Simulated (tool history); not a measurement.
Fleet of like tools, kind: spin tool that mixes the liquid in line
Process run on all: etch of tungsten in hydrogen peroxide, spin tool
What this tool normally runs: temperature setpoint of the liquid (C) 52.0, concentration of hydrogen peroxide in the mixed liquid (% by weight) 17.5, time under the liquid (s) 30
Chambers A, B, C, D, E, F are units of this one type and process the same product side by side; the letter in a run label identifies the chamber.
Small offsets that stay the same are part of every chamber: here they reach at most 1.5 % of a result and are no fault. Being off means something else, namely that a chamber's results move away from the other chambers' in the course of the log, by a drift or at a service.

run	hour	temperature setpoint of the liquid (C)	concentration of hydrogen peroxide in the mixed liquid (% by weight)	time under the liquid (s)	read-back film thickness of the tungsten reference wafer, read on the same gauge (nm)	thickness taken off the tungsten on a monitor wafer (nm)
1E	4.1	52.0	17.5	30	120.01	43.977
2B	7.5	52.0	17.5	30	119.98	43.241
3D	13.2	52.0	17.5	30	119.99	43.267
# hour 17.8: chamber E: thermometer replaced
4F	19.6	52.0	17.5	30	119.97	43.683
5A	25.7	52.0	17.5	30	120.00	43.548
6C	28.8	56.0	17.5	40	120.01	75.209
# hour 29.5: chamber E: new drum of peroxide connected
7B	32.8	56.0	17.5	40	119.99	73.662
8E	39.2	56.0	17.5	40	120.00	73.371
9F	43.8	56.0	17.5	40	120.00	73.561
10A	49.9	56.0	17.5	40	120.02	73.147
11C	54.8	56.0	17.5	40	120.02	74.637
12D	60.1	52.0	17.5	30	120.00	43.997
13E	65.5	52.0	17.5	30	119.98	43.289
14C	70.8	52.0	17.5	30	119.99	44.202
# hour 71.9: chamber F: thermometer replaced
15A	75.0	52.0	17.5	30	120.00	43.919
# hour 76.1: chamber B: new drum of peroxide connected
16F	78.1	52.0	15.5	30	119.98	40.496
17B	82.6	52.0	15.5	30	120.01	40.608
18D	88.2	52.0	15.5	30	119.94	41.468
19D	94.1	52.0	15.5	30	119.98	41.534
# hour 96.9: chamber F: new drum of peroxide connected
20E	99.0	52.0	15.5	30	120.01	40.974
21F	103.5	52.0	15.5	30	120.00	41.072
22A	109.8	52.0	17.5	30	120.04	43.250
23B	115.3	52.0	17.5	30	120.00	43.264
24C	121.8	52.0	17.5	30	120.02	44.039
25A	128.5	52.0	17.5	30	119.99	42.963
26C	132.8	52.0	17.5	30	119.98	44.335
27B	139.4	52.0	17.5	30	119.99	43.062
28F	144.5	52.0	17.5	30	120.01	43.102
29D	149.7	52.0	17.5	30	119.99	45.103
# hour 150.9: chamber B: thermometer replaced
30E	154.8	52.0	21.5	20	120.02	32.242
31D	160.6	52.0	21.5	20	119.95	33.891
32B	165.6	52.0	21.5	20	120.02	32.120
33F	171.4	52.0	21.5	20	119.96	31.803
34C	176.0	52.0	21.5	20	120.00	32.632
35E	180.2	52.0	21.5	20	119.98	32.098
36A	184.8	61.5	15.0	30	120.00	70.659

The same settings go to every chamber for the next run, one line per chamber below. Forecast the results for each:
37A	189.6	52.0	17.5	40		?
37B	189.6	52.0	17.5	40		?
37C	189.6	52.0	17.5	40		?
37D	189.6	52.0	17.5	40		?
37E	189.6	52.0	17.5	40		?
37F	189.6	52.0	17.5	40		?

run	thickness taken off the tungsten on a monitor wafer (nm)
37A	57.601
37B	57.658
37C	59.682
37D	62.641
37E	57.936
37F	57.480

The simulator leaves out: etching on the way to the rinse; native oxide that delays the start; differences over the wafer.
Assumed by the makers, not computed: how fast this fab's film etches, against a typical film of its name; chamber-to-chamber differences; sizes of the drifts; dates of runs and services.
